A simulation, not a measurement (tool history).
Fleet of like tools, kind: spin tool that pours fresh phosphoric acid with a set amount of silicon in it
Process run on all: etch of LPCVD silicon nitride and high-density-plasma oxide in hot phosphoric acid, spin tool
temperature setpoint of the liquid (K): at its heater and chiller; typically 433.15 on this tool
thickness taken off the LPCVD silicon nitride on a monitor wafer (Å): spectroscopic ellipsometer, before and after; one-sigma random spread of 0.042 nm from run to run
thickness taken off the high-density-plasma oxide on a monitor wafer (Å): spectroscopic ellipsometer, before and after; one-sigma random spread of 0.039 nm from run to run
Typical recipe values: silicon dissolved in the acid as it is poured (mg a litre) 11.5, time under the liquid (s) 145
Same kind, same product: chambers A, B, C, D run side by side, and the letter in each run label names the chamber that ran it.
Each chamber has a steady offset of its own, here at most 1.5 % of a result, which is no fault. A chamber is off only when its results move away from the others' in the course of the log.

| run | hour | temperature setpoint of the liquid (K) | silicon dissolved in the acid as it is poured (mg a litre) | time under the liquid (s) | read-back film thickness of the LPCVD silicon nitride reference wafer, read on the same gauge (nm) | read-back film thickness of the high-density-plasma oxide reference wafer, read on the same gauge (nm) | thickness taken off the LPCVD silicon nitride on a monitor wafer (Å) | thickness taken off the high-density-plasma oxide on a monitor wafer (Å) |
|---|---|---|---|---|---|---|---|---|
| 1C | 10.6 | 433.15 | 11.5 | 145 | 59.966 | 100.010 | 136.35 | 5.1955 |
| 2A | 26.6 | 433.15 | 11.5 | 145 | 59.997 | 100.030 | 136.86 | 4.9337 |
| 3D | 42.3 | 433.15 | 11.5 | 145 | 60.038 | 99.973 | 135.16 | 5.1177 |
|  | 51.4 | chamber D: heated supply line repaired |
| 4B | 56.0 | 433.15 | 11.5 | 145 | 60.014 | 100.020 | 136.53 | 5.4568 |
| 5B | 66.0 | 433.15 | 11.5 | 145 | 60.025 | 100.010 | 136.78 | 5.0704 |
| 6A | 74.2 | 433.15 | 18.0 | 145 | 60.015 | 99.979 | 137.45 | 4.4622 |
| 7C | 88.1 | 433.15 | 18.0 | 145 | 60.013 | 100.030 | 136.28 | 4.7527 |
| 8D | 97.3 | 433.15 | 18.0 | 145 | 59.985 | 100.000 | 135.58 | 4.7564 |
| 9A | 110.2 | 433.15 | 18.0 | 145 | 59.981 | 99.961 | 137.22 | 4.0772 |
| 10C | 118.5 | 433.15 | 11.5 | 145 | 60.027 | 100.000 | 136.85 | 4.5998 |
| 11B | 130.0 | 433.15 | 11.5 | 145 | 60.021 | 100.050 | 136.06 | 5.0795 |
| 12D | 139.3 | 433.15 | 11.5 | 145 | 60.010 | 99.985 | 135.06 | 5.2892 |
| 13C | 150.5 | 433.15 | 11.5 | 145 | 59.966 | 100.010 | 136.56 | 5.0481 |
| 14A | 162.6 | 433.15 | 11.5 | 145 | 59.968 | 99.975 | 137.49 | 5.1836 |
| 15D | 173.6 | 433.15 | 11.5 | 145 | 59.978 | 100.020 | 135.04 | 4.9510 |
| 16B | 189.3 | 433.15 | 11.5 | 145 | 59.994 | 100.010 | 136.43 | 4.5406 |
| 17D | 198.5 | 433.15 | 11.5 | 145 | 60.036 | 99.999 | 135.39 | 4.7167 |
| 18A | 214.0 | 433.15 | 11.5 | 145 | 60.010 | 99.986 | 137.69 | 5.5408 |
| 19B | 224.4 | 433.15 | 11.5 | 145 | 59.993 | 100.040 | 137.36 | 5.0101 |
| 20C | 235.4 | 435.15 | 11.5 | 210 | 59.997 | 99.988 | 210.32 | 7.1568 |
| 21C | 244.9 | 435.15 | 11.5 | 210 | 60.050 | 99.972 | 210.07 | 9.3046 |
| 22A | 253.5 | 435.15 | 11.5 | 210 | 60.004 | 99.962 | 212.44 | 9.6199 |
| 23D | 260.7 | 435.15 | 11.5 | 210 | 60.007 | 100.050 | 209.69 | 9.2741 |
| 24B | 276.5 | 433.15 | 11.5 | 145 | 59.955 | 99.995 | 137.12 | 5.3011 |

Is one chamber off against the others, does the gauge drift, or is nothing wrong? If a chamber is off, say which, and what the likeliest cause is.

All chambers stay in line apart from their small fixed offsets, and the gauge does not drift.
